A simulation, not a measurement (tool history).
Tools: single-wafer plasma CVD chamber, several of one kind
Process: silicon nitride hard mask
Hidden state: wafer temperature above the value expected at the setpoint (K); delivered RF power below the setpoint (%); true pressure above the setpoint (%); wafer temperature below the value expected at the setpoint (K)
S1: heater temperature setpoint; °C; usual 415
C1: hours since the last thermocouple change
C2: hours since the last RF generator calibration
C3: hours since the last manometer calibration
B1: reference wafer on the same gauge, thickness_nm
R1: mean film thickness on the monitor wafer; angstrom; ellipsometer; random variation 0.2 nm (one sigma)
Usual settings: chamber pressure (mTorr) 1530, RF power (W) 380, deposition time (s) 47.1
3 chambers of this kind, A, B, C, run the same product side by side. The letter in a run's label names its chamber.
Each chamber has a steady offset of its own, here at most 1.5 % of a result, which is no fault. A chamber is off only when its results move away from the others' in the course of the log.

{"run": "1B", "day": 0.308, "S1": 415, "chamber pressure (mTorr)": 1530, "RF power (W)": 380, "deposition time (s)": 47.1, "C1": 1362.3, "C2": 690.3, "C3": 1431.7, "B1": 67.365, "R1": 618.42}
{"run": "2A", "day": 0.758, "S1": 415, "chamber pressure (mTorr)": 1530, "RF power (W)": 380, "deposition time (s)": 47.1, "C1": 128.8, "C2": 1592.3, "C3": 166.8, "B1": 67.407, "R1": 609.19}
{"run": "3C", "day": 1.179, "S1": 415, "chamber pressure (mTorr)": 1530, "RF power (W)": 380, "deposition time (s)": 47.1, "C1": 916.9, "C2": 1076.9, "C3": 888.4, "B1": 67.37, "R1": 618.78}
{"run": "4C", "day": 1.417, "S1": 415, "chamber pressure (mTorr)": 1530, "RF power (W)": 380, "deposition time (s)": 47.1, "C1": 922.6, "C2": 1082.6, "C3": 894.1, "B1": 67.431, "R1": 622.0}
{"day": 1.792, "done": "chamber C: capacitance manometer re-zeroed and calibrated"}
{"run": "5A", "day": 1.842, "S1": 415, "chamber pressure (mTorr)": 1530, "RF power (W)": 380, "deposition time (s)": 47.1, "C1": 154.8, "C2": 1618.3, "C3": 192.8, "B1": 67.44, "R1": 609.73}
{"run": "6B", "day": 2.112, "S1": 415, "chamber pressure (mTorr)": 1530, "RF power (W)": 425, "deposition time (s)": 47.1, "C1": 1405.6, "C2": 733.6, "C3": 1475.0, "B1": 67.384, "R1": 654.87}
{"run": "7B", "day": 2.521, "S1": 415, "chamber pressure (mTorr)": 1530, "RF power (W)": 425, "deposition time (s)": 47.1, "C1": 1415.4, "C2": 743.4, "C3": 1484.8, "B1": 67.443, "R1": 654.01}
{"run": "8C", "day": 2.888, "S1": 415, "chamber pressure (mTorr)": 1530, "RF power (W)": 425, "deposition time (s)": 47.1, "C1": 957.9, "C2": 1117.9, "C3": 26.3, "B1": 67.418, "R1": 662.05}
{"run": "9A", "day": 3.138, "S1": 415, "chamber pressure (mTorr)": 1530, "RF power (W)": 380, "deposition time (s)": 47.1, "C1": 185.9, "C2": 1649.4, "C3": 223.9, "B1": 67.392, "R1": 612.33}
{"run": "10A", "day": 3.529, "S1": 415, "chamber pressure (mTorr)": 1530, "RF power (W)": 380, "deposition time (s)": 47.1, "C1": 195.3, "C2": 1658.8, "C3": 233.3, "B1": 67.406, "R1": 607.76}
{"day": 3.779, "done": "chamber B: capacitance manometer re-zeroed and calibrated"}
{"run": "11B", "day": 3.962, "S1": 415, "chamber pressure (mTorr)": 1530, "RF power (W)": 380, "deposition time (s)": 47.1, "C1": 1450.0, "C2": 778.0, "C3": 4.5, "B1": 67.419, "R1": 604.73}
{"run": "12C", "day": 4.167, "S1": 415, "chamber pressure (mTorr)": 1530, "RF power (W)": 380, "deposition time (s)": 47.1, "C1": 988.6, "C2": 1148.6, "C3": 57.0, "B1": 67.398, "R1": 620.88}
{"run": "13C", "day": 4.529, "S1": 415, "chamber pressure (mTorr)": 1530, "RF power (W)": 380, "deposition time (s)": 47.1, "C1": 997.3, "C2": 1157.3, "C3": 65.7, "B1": 67.412, "R1": 619.42}
{"run": "14B", "day": 4.954, "S1": 415, "chamber pressure (mTorr)": 1530, "RF power (W)": 380, "deposition time (s)": 47.1, "C1": 1473.8, "C2": 801.8, "C3": 28.3, "B1": 67.387, "R1": 605.82}
{"run": "15A", "day": 5.321, "S1": 415, "chamber pressure (mTorr)": 1530, "RF power (W)": 380, "deposition time (s)": 47.1, "C1": 238.3, "C2": 1701.8, "C3": 276.3, "B1": 67.369, "R1": 610.07}
{"run": "16C", "day": 5.533, "S1": 415, "chamber pressure (mTorr)": 1530, "RF power (W)": 380, "deposition time (s)": 47.1, "C1": 1021.4, "C2": 1181.4, "C3": 89.8, "B1": 67.442, "R1": 621.2}
{"run": "17A", "day": 5.883, "S1": 415, "chamber pressure (mTorr)": 1530, "RF power (W)": 380, "deposition time (s)": 47.1, "C1": 251.8, "C2": 1715.3, "C3": 289.8, "B1": 67.378, "R1": 612.63}
{"run": "18B", "day": 6.321, "S1": 415, "chamber pressure (mTorr)": 1530, "RF power (W)": 380, "deposition time (s)": 47.1, "C1": 1506.6, "C2": 834.6, "C3": 61.1, "B1": 67.413, "R1": 602.15}
{"run": "19A", "day": 6.625, "S1": 415, "chamber pressure (mTorr)": 1530, "RF power (W)": 380, "deposition time (s)": 47.1, "C1": 269.6, "C2": 1733.1, "C3": 307.6, "B1": 67.41, "R1": 609.93}
{"run": "20B", "day": 6.954, "S1": 415, "chamber pressure (mTorr)": 1530, "RF power (W)": 380, "deposition time (s)": 47.1, "C1": 1521.8, "C2": 849.8, "C3": 76.3, "B1": 67.397, "R1": 600.99}
{"run": "21C", "day": 7.158, "S1": 415, "chamber pressure (mTorr)": 1530, "RF power (W)": 380, "deposition time (s)": 47.1, "C1": 1060.4, "C2": 1220.4, "C3": 128.8, "B1": 67.447, "R1": 621.66}
{"run": "22B", "day": 7.375, "S1": 415, "chamber pressure (mTorr)": 1530, "RF power (W)": 380, "deposition time (s)": 55.4, "C1": 1531.9, "C2": 859.9, "C3": 86.4, "B1": 67.421, "R1": 700.95}
{"run": "23A", "day": 7.604, "S1": 415, "chamber pressure (mTorr)": 1530, "RF power (W)": 380, "deposition time (s)": 55.4, "C1": 293.1, "C2": 1756.6, "C3": 331.1, "B1": 67.387, "R1": 719.25}
{"run": "24C", "day": 8.067, "S1": 415, "chamber pressure (mTorr)": 1530, "RF power (W)": 380, "deposition time (s)": 55.4, "C1": 1082.2, "C2": 1242.2, "C3": 150.6, "B1": 67.414, "R1": 733.03}

Next, every chamber runs the same settings. What will each give?
{"run": "25A", "day": 8.404, "S1": 415, "chamber pressure (mTorr)": 1530, "RF power (W)": 380, "deposition time (s)": 47.1, "R1": "?"}
{"run": "25B", "day": 8.404, "S1": 415, "chamber pressure (mTorr)": 1530, "RF power (W)": 380, "deposition time (s)": 47.1, "R1": "?"}
{"run": "25C", "day": 8.404, "S1": 415, "chamber pressure (mTorr)": 1530, "RF power (W)": 380, "deposition time (s)": 47.1, "R1": "?"}

run=25A R1=615.31
run=25B R1=596.48
run=25C R1=624.06
